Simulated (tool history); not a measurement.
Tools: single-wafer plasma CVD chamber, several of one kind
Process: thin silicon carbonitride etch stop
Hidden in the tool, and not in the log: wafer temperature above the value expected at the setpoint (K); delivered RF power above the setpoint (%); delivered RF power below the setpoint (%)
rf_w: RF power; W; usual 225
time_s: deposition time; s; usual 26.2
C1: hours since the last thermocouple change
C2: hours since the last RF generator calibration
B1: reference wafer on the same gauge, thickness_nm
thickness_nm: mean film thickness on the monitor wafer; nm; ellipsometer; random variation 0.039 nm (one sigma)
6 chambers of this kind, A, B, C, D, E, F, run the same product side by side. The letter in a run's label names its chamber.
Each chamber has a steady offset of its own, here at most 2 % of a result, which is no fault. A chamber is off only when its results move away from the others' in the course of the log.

{"run": "1E", "hour": 12.1, "rf_w": 225, "time_s": 26.2, "C1": 1596.5, "C2": 621.7, "B1": 17.097, "thickness_nm": 15.703}
{"run": "2B", "hour": 23.2, "rf_w": 225, "time_s": 26.2, "C1": 609.9, "C2": 1708.6, "B1": 17.095, "thickness_nm": 15.16}
{"run": "3A", "hour": 34.9, "rf_w": 225, "time_s": 26.2, "C1": 229.4, "C2": 363.7, "B1": 17.091, "thickness_nm": 15.526}
{"run": "4F", "hour": 47.7, "rf_w": 225, "time_s": 26.2, "C1": 1480.5, "C2": 77.1, "B1": 17.104, "thickness_nm": 15.647}
{"run": "5C", "hour": 55.5, "rf_w": 225, "time_s": 26.2, "C1": 2048.0, "C2": 993.5, "B1": 17.095, "thickness_nm": 15.511}
{"run": "6D", "hour": 67.5, "rf_w": 225, "time_s": 26.2, "C1": 1270.9, "C2": 530.7, "B1": 17.095, "thickness_nm": 15.447}
{"run": "7B", "hour": 74.9, "rf_w": 225, "time_s": 26.2, "C1": 661.6, "C2": 1760.3, "B1": 17.094, "thickness_nm": 15.171}
{"run": "8F", "hour": 85.1, "rf_w": 225, "time_s": 26.2, "C1": 1517.9, "C2": 114.5, "B1": 17.1, "thickness_nm": 15.563}
{"hour": 95.4, "done": "chamber B: RF generator calibrated"}
{"run": "9A", "hour": 97.8, "rf_w": 225, "time_s": 26.2, "C1": 292.3, "C2": 426.6, "B1": 17.093, "thickness_nm": 15.514}
{"run": "10C", "hour": 107.2, "rf_w": 225, "time_s": 26.2, "C1": 2099.7, "C2": 1045.2, "B1": 17.087, "thickness_nm": 15.462}
{"run": "11E", "hour": 117.2, "rf_w": 260, "time_s": 26.2, "C1": 1701.6, "C2": 726.8, "B1": 17.093, "thickness_nm": 16.207}
{"run": "12D", "hour": 127.9, "rf_w": 260, "time_s": 26.2, "C1": 1331.3, "C2": 591.1, "B1": 17.097, "thickness_nm": 16.019}
{"run": "13D", "hour": 139.4, "rf_w": 260, "time_s": 26.2, "C1": 1342.8, "C2": 602.6, "B1": 17.091, "thickness_nm": 16.102}
{"run": "14C", "hour": 150.7, "rf_w": 260, "time_s": 26.2, "C1": 2143.2, "C2": 1088.7, "B1": 17.105, "thickness_nm": 16.253}
{"run": "15E", "hour": 163.2, "rf_w": 260, "time_s": 26.2, "C1": 1747.6, "C2": 772.8, "B1": 17.105, "thickness_nm": 16.305}
{"run": "16A", "hour": 175.0, "rf_w": 260, "time_s": 26.2, "C1": 369.5, "C2": 503.8, "B1": 17.098, "thickness_nm": 16.158}
{"run": "17B", "hour": 185.6, "rf_w": 225, "time_s": 26.2, "C1": 772.3, "C2": 90.3, "B1": 17.107, "thickness_nm": 15.214}
{"run": "18F", "hour": 193.0, "rf_w": 225, "time_s": 26.2, "C1": 1625.8, "C2": 222.4, "B1": 17.105, "thickness_nm": 15.549}
{"run": "19C", "hour": 201.4, "rf_w": 225, "time_s": 26.2, "C1": 2193.9, "C2": 1139.4, "B1": 17.099, "thickness_nm": 15.462}
{"hour": 209.8, "done": "chamber C: RF generator calibrated"}
{"run": "20A", "hour": 212.5, "rf_w": 225, "time_s": 26.2, "C1": 407.0, "C2": 541.3, "B1": 17.103, "thickness_nm": 15.502}
{"run": "21F", "hour": 221.5, "rf_w": 225, "time_s": 26.2, "C1": 1654.3, "C2": 250.9, "B1": 17.102, "thickness_nm": 15.629}
{"run": "22D", "hour": 232.9, "rf_w": 225, "time_s": 26.2, "C1": 1436.3, "C2": 696.1, "B1": 17.098, "thickness_nm": 15.289}
{"run": "23E", "hour": 240.9, "rf_w": 225, "time_s": 26.2, "C1": 1825.3, "C2": 850.5, "B1": 17.093, "thickness_nm": 15.671}
{"run": "24B", "hour": 248.7, "rf_w": 225, "time_s": 26.2, "C1": 835.4, "C2": 153.4, "B1": 17.091, "thickness_nm": 15.239}
{"run": "25E", "hour": 261.7, "rf_w": 225, "time_s": 26.2, "C1": 1846.1, "C2": 871.3, "B1": 17.101, "thickness_nm": 15.575}
{"run": "26D", "hour": 267.5, "rf_w": 225, "time_s": 26.2, "C1": 1470.9, "C2": 730.7, "B1": 17.1, "thickness_nm": 15.342}
{"run": "27B", "hour": 273.3, "rf_w": 225, "time_s": 26.2, "C1": 860.0, "C2": 178.0, "B1": 17.102, "thickness_nm": 15.162}
{"run": "28A", "hour": 281.1, "rf_w": 225, "time_s": 26.2, "C1": 475.6, "C2": 609.9, "B1": 17.113, "thickness_nm": 15.55}
{"run": "29C", "hour": 288.8, "rf_w": 225, "time_s": 26.2, "C1": 2281.3, "C2": 79.0, "B1": 17.092, "thickness_nm": 15.505}
{"run": "30F", "hour": 300.3, "rf_w": 225, "time_s": 26.2, "C1": 1733.1, "C2": 329.7, "B1": 17.098, "thickness_nm": 15.544}
{"run": "31D", "hour": 307.1, "rf_w": 225, "time_s": 26.2, "C1": 1510.5, "C2": 770.3, "B1": 17.112, "thickness_nm": 15.29}
{"run": "32C", "hour": 320.0, "rf_w": 210, "time_s": 23.1, "C1": 2312.5, "C2": 110.2, "B1": 17.093, "thickness_nm": 13.375}
{"hour": 324.2, "done": "chamber E: RF generator calibrated"}
{"run": "33E", "hour": 330.4, "rf_w": 210, "time_s": 23.1, "C1": 1914.8, "C2": 6.3, "B1": 17.104, "thickness_nm": 13.521}
{"run": "34A", "hour": 338.2, "rf_w": 210, "time_s": 23.1, "C1": 532.7, "C2": 667.0, "B1": 17.1, "thickness_nm": 13.394}
{"run": "35B", "hour": 344.6, "rf_w": 210, "time_s": 23.1, "C1": 931.3, "C2": 249.3, "B1": 17.102, "thickness_nm": 13.122}
{"run": "36F", "hour": 350.4, "rf_w": 210, "time_s": 23.1, "C1": 1783.2, "C2": 379.8, "B1": 17.103, "thickness_nm": 13.479}
{"run": "37B", "hour": 357.7, "rf_w": 210, "time_s": 23.1, "C1": 944.4, "C2": 262.4, "B1": 17.095, "thickness_nm": 13.085}
{"run": "38F", "hour": 365.0, "rf_w": 225, "time_s": 26.2, "C1": 1797.8, "C2": 394.4, "B1": 17.094, "thickness_nm": 15.57}
{"run": "39D", "hour": 376.5, "rf_w": 225, "time_s": 26.2, "C1": 1579.9, "C2": 839.7, "B1": 17.1, "thickness_nm": 15.207}
{"run": "40E", "hour": 383.7, "rf_w": 225, "time_s": 26.2, "C1": 1968.1, "C2": 59.6, "B1": 17.095, "thickness_nm": 15.672}
{"run": "41A", "hour": 391.2, "rf_w": 225, "time_s": 26.2, "C1": 585.7, "C2": 720.0, "B1": 17.1, "thickness_nm": 15.592}
{"run": "42C", "hour": 402.5, "rf_w": 225, "time_s": 26.2, "C1": 2395.0, "C2": 192.7, "B1": 17.086, "thickness_nm": 15.469}
{"run": "43B", "hour": 409.1, "rf_w": 225, "time_s": 26.2, "C1": 995.8, "C2": 313.8, "B1": 17.107, "thickness_nm": 15.191}

Is one chamber off against the others, does the gauge drift, or is nothing wrong? If a chamber is off, say which, and what the likeliest cause is.

Chamber D drifts away from the others.
Cause: delivered RF power below the setpoint (%) = 6.04.

Here are 4 candidates for chamber D's next run, each the usual settings with a change, their results left as question marks. Which one brings its results back in line with what the others give on the usual settings?
In line means no further than this from the other chambers' mean on the usual settings: thickness_nm 0.140 nm
{"run": "44D-1", "hour": 418.4, "rf_w": 225, "time_s": 26.7, "thickness_nm": "?"}
{"run": "44D-2", "hour": 418.4, "rf_w": 230, "time_s": 27.2, "thickness_nm": "?"}
{"run": "44D-3", "hour": 418.4, "rf_w": 225, "time_s": 25.7, "thickness_nm": "?"}
{"run": "44D-4", "hour": 418.4, "rf_w": 225, "time_s": 25.0, "thickness_nm": "?"}

The other chambers' mean on the usual settings: thickness_nm 15.476 nm
run=44D-1 thickness_nm=15.467
run=44D-2 thickness_nm=15.862
run=44D-3 thickness_nm=14.887
run=44D-4 thickness_nm=14.482
44D-1 brings the chamber back in line.
